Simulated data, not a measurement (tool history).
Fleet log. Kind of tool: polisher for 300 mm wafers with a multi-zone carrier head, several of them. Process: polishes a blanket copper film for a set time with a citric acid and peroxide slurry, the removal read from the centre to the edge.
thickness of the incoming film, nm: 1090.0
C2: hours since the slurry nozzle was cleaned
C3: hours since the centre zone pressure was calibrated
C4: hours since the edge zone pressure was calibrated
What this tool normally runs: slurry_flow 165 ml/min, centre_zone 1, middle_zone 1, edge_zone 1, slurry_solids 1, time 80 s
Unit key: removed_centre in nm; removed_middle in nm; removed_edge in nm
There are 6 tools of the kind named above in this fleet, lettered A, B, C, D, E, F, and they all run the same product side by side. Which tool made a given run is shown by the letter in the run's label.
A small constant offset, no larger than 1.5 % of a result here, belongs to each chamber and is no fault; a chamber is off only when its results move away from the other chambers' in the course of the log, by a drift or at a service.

Run 1C, hour 5.4: usual settings; wafers polished on this pad 260; C2 834.3; C3 1082.4; C4 361.7. Result: removed_centre 115.55 nm, removed_middle 115.75 nm, removed_edge 116.15 nm.
At hour 8: chamber D: worn pad replaced by a new one.
Run 2A, hour 9.8: usual settings; wafers polished on this pad 544; C2 519.4; C3 132.6; C4 171.1. Result: removed_centre 114.69 nm, removed_middle 118.08 nm, removed_edge 118.9 nm.
Run 3F, hour 14.5: usual settings; wafers polished on this pad 983; C2 394.8; C3 494.3; C4 87. Result: removed_centre 116.29 nm, removed_middle 116.1 nm, removed_edge 111.48 nm.
Run 4B, hour 21.4: usual settings; wafers polished on this pad 794; C2 587.9; C3 1312.6; C4 758.5. Result: removed_centre 117.83 nm, removed_middle 112.06 nm, removed_edge 114.55 nm.
At hour 21.7: chamber B: centre zone pressure recalibrated.
At hour 25.4: chamber A: slurry nozzle cleaned.
Run 5D, hour 28.7: usual settings; wafers polished on this pad 117; C2 286.5; C3 1046.1; C4 206.2. Result: removed_centre 116.58 nm, removed_middle 115.4 nm, removed_edge 114.96 nm.
At hour 33.8: chamber A: worn pad replaced by a new one.
Run 6E, hour 35.1: usual settings; wafers polished on this pad 427; C2 51.8; C3 811; C4 370.5. Result: removed_centre 116.23 nm, removed_middle 117.84 nm, removed_edge 115.85 nm.
At hour 37.9: chamber E: centre zone pressure recalibrated.
Run 7F, hour 42.3: usual settings; wafers polished on this pad 1141; C2 422.6; C3 522.1; C4 114.8. Result: removed_centre 114.23 nm, removed_middle 115.78 nm, removed_edge 119.13 nm.
At hour 45.2: chamber C: worn pad replaced by a new one.
Run 8D, hour 48.1: usual settings; wafers polished on this pad 227; C2 305.9; C3 1065.5; C4 225.6. Result: removed_centre 117.1 nm, removed_middle 115.78 nm, removed_edge 117.76 nm.
At hour 48.9: chamber C: slurry nozzle cleaned.
At hour 50.9: chamber F: worn pad replaced by a new one.
Run 9C, hour 52.1: usual settings but middle_zone 1.07, slurry_solids 1.3; wafers polished on this pad 39; C2 3.2; C3 1129.1; C4 408.4. Result: removed_centre 122.26 nm, removed_middle 131.34 nm, removed_edge 123.42 nm.
Run 10B, hour 57.6: usual settings but middle_zone 1.07, slurry_solids 1.3; wafers polished on this pad 1000; C2 624.1; C3 36; C4 794.7. Result: removed_centre 123.04 nm, removed_middle 131.87 nm, removed_edge 121.98 nm.
Run 11A, hour 62.9: usual settings but middle_zone 1.07, slurry_solids 1.3; wafers polished on this pad 165; C2 37.6; C3 185.7; C4 224.2. Result: removed_centre 125.23 nm, removed_middle 133.9 nm, removed_edge 122.24 nm.
Run 12E, hour 67.1: usual settings but middle_zone 1.07, slurry_solids 1.3; wafers polished on this pad 609; C2 83.8; C3 29.2; C4 402.5. Result: removed_centre 123.47 nm, removed_middle 133.76 nm, removed_edge 123.32 nm.
Run 13E, hour 71.3: usual settings but middle_zone 1.07, slurry_solids 1.3; wafers polished on this pad 633; C2 88; C3 33.4; C4 406.7. Result: removed_centre 122.27 nm, removed_middle 133.31 nm, removed_edge 119.54 nm.
Run 14F, hour 78.2: usual settings but middle_zone 1.07, slurry_solids 1.3; wafers polished on this pad 155; C2 458.5; C3 558; C4 150.7. Result: removed_centre 123.17 nm, removed_middle 131.44 nm, removed_edge 121.3 nm.
Run 15C, hour 83.7: usual settings; wafers polished on this pad 219; C2 34.8; C3 1160.7; C4 440. Result: removed_centre 117.38 nm, removed_middle 117.23 nm, removed_edge 118.58 nm.
Run 16A, hour 88.7: usual settings; wafers polished on this pad 312; C2 63.4; C3 211.5; C4 250. Result: removed_centre 115.56 nm, removed_middle 115.32 nm, removed_edge 115.58 nm.
Run 17B, hour 94.7: usual settings; wafers polished on this pad 1210; C2 661.2; C3 73.1; C4 831.8. Result: removed_centre 115.2 nm, removed_middle 116.22 nm, removed_edge 116.84 nm.
At hour 96.7: chamber D: worn pad replaced by a new one.
Run 18D, hour 100.4: usual settings; wafers polished on this pad 21; C2 358.2; C3 1117.8; C4 277.9. Result: removed_centre 117.9 nm, removed_middle 118.43 nm, removed_edge 114.22 nm.
Run 19B, hour 104: usual settings; wafers polished on this pad 1263; C2 670.5; C3 82.4; C4 841.1. Result: removed_centre 115.51 nm, removed_middle 114.67 nm, removed_edge 116.4 nm.
Run 20E, hour 108.7: usual settings; wafers polished on this pad 845; C2 125.4; C3 70.8; C4 444.1. Result: removed_centre 116.93 nm, removed_middle 119.27 nm, removed_edge 115.75 nm.
At hour 114.4: chamber C: centre zone pressure recalibrated.
Run 21C, hour 116.1: usual settings; wafers polished on this pad 403; C2 67.2; C3 1.7; C4 472.4. Result: removed_centre 123.78 nm, removed_middle 116.74 nm, removed_edge 116.21 nm.
Run 22D, hour 120.4: usual settings but time 65 s; wafers polished on this pad 134; C2 378.2; C3 1137.8; C4 297.9. Result: removed_centre 95.659 nm, removed_middle 93.078 nm, removed_edge 91.734 nm.
Run 23F, hour 126.4: usual settings but time 65 s; wafers polished on this pad 428; C2 506.7; C3 606.2; C4 198.9. Result: removed_centre 94.859 nm, removed_middle 93.743 nm, removed_edge 94.353 nm.
Run 24A, hour 133.5: usual settings but time 65 s; wafers polished on this pad 566; C2 108.2; C3 256.3; C4 294.8. Result: removed_centre 96.27 nm, removed_middle 94.208 nm, removed_edge 93.539 nm.
At hour 136.5: chamber B: worn pad replaced by a new one.
Run 25E, hour 137.5: usual settings but time 65 s; wafers polished on this pad 1009; C2 154.2; C3 99.6; C4 472.9. Result: removed_centre 94.363 nm, removed_middle 93.838 nm, removed_edge 93.071 nm.
Run 26A, hour 143: usual settings but time 65 s; wafers polished on this pad 620; C2 117.7; C3 265.8; C4 304.3. Result: removed_centre 93.666 nm, removed_middle 95.449 nm, removed_edge 93.778 nm.
Run 27F, hour 147.6: usual settings but time 65 s; wafers polished on this pad 549; C2 527.9; C3 627.4; C4 220.1. Result: removed_centre 95.345 nm, removed_middle 94.387 nm, removed_edge 94.342 nm.
At hour 154.8: chamber C: worn pad replaced by a new one.
Run 28B, hour 155.3: usual settings; wafers polished on this pad 106; C2 721.8; C3 133.7; C4 892.4. Result: removed_centre 115.44 nm, removed_middle 116.87 nm, removed_edge 117.44 nm.
Run 29C, hour 159.8: usual settings; wafers polished on this pad 28; C2 110.9; C3 45.4; C4 516.1. Result: removed_centre 121.96 nm, removed_middle 116.32 nm, removed_edge 114.48 nm.
At hour 161.1: chamber A: worn pad replaced by a new one.
Run 30D, hour 164.1: usual settings; wafers polished on this pad 383; C2 421.9; C3 1181.5; C4 341.6. Result: removed_centre 118.8 nm, removed_middle 116.21 nm, removed_edge 115.82 nm.
Run 31A, hour 167.9: usual settings; wafers polished on this pad 38; C2 142.6; C3 290.7; C4 329.2. Result: removed_centre 115.27 nm, removed_middle 118.74 nm, removed_edge 116.67 nm.
Run 32D, hour 174.7: usual settings; wafers polished on this pad 443; C2 432.5; C3 1192.1; C4 352.2. Result: removed_centre 118.29 nm, removed_middle 114.12 nm, removed_edge 114.86 nm.
Run 33C, hour 178.4: usual settings but slurry_solids 1.3; wafers polished on this pad 134; C2 129.5; C3 64; C4 534.7. Result: removed_centre 130.38 nm, removed_middle 122.39 nm, removed_edge 125.28 nm.
At hour 184.9: chamber E: worn pad replaced by a new one.
Run 34E, hour 185.5: usual settings but slurry_solids 1.3; wafers polished on this pad 3; C2 202.2; C3 147.6; C4 520.9. Result: removed_centre 122.31 nm, removed_middle 125.39 nm, removed_edge 121.78 nm.
At hour 185.9: chamber D: worn pad replaced by a new one.
Run 35B, hour 189.9: usual settings but slurry_solids 1.3; wafers polished on this pad 303; C2 756.4; C3 168.3; C4 927. Result: removed_centre 124.16 nm, removed_middle 118.35 nm, removed_edge 122.72 nm.
Run 36F, hour 194.5: usual settings but slurry_solids 1.3; wafers polished on this pad 815; C2 574.8; C3 674.3; C4 267. Result: removed_centre 121.37 nm, removed_middle 121.56 nm, removed_edge 125.1 nm.
Run 37D, hour 198: usual settings but slurry_solids 1.3; wafers polished on this pad 68; C2 455.8; C3 1215.4; C4 375.5. Result: removed_centre 122.18 nm, removed_middle 120.57 nm, removed_edge 119.97 nm.
Run 38E, hour 203.4: usual settings but slurry_solids 1.3; wafers polished on this pad 105; C2 220.1; C3 165.5; C4 538.8. Result: removed_centre 122.87 nm, removed_middle 124.68 nm, removed_edge 121.79 nm.
Run 39A, hour 210.8: usual settings but centre_zone 0.93, edge_zone 1.04; wafers polished on this pad 282; C2 185.5; C3 333.6; C4 372.1. Result: removed_centre 108.81 nm, removed_middle 114.4 nm, removed_edge 119.91 nm.
Run 40C, hour 214.5: usual settings but centre_zone 0.93, edge_zone 1.04; wafers polished on this pad 339; C2 165.6; C3 100.1; C4 570.8. Result: removed_centre 114.74 nm, removed_middle 115.44 nm, removed_edge 123.34 nm.

Next, every chamber runs the same settings. What will each give?
Run 41A, hour 220.2: usual settings. Result: removed_centre ?, removed_middle ?, removed_edge ?.
Run 41B, hour 220.2: usual settings. Result: removed_centre ?, removed_middle ?, removed_edge ?.
Run 41C, hour 220.2: usual settings. Result: removed_centre ?, removed_middle ?, removed_edge ?.
Run 41D, hour 220.2: usual settings. Result: removed_centre ?, removed_middle ?, removed_edge ?.
Run 41E, hour 220.2: usual settings. Result: removed_centre ?, removed_middle ?, removed_edge ?.
Run 41F, hour 220.2: usual settings. Result: removed_centre ?, removed_middle ?, removed_edge ?.

run  removed_centre  removed_middle  removed_edge
41A           117.7          116.44        116.57
41B          117.38          114.74        116.26
41C          122.81          117.91        116.42
41D          116.41          114.95        115.54
41E             117          118.71        114.38
41F          117.62          112.63         115.7
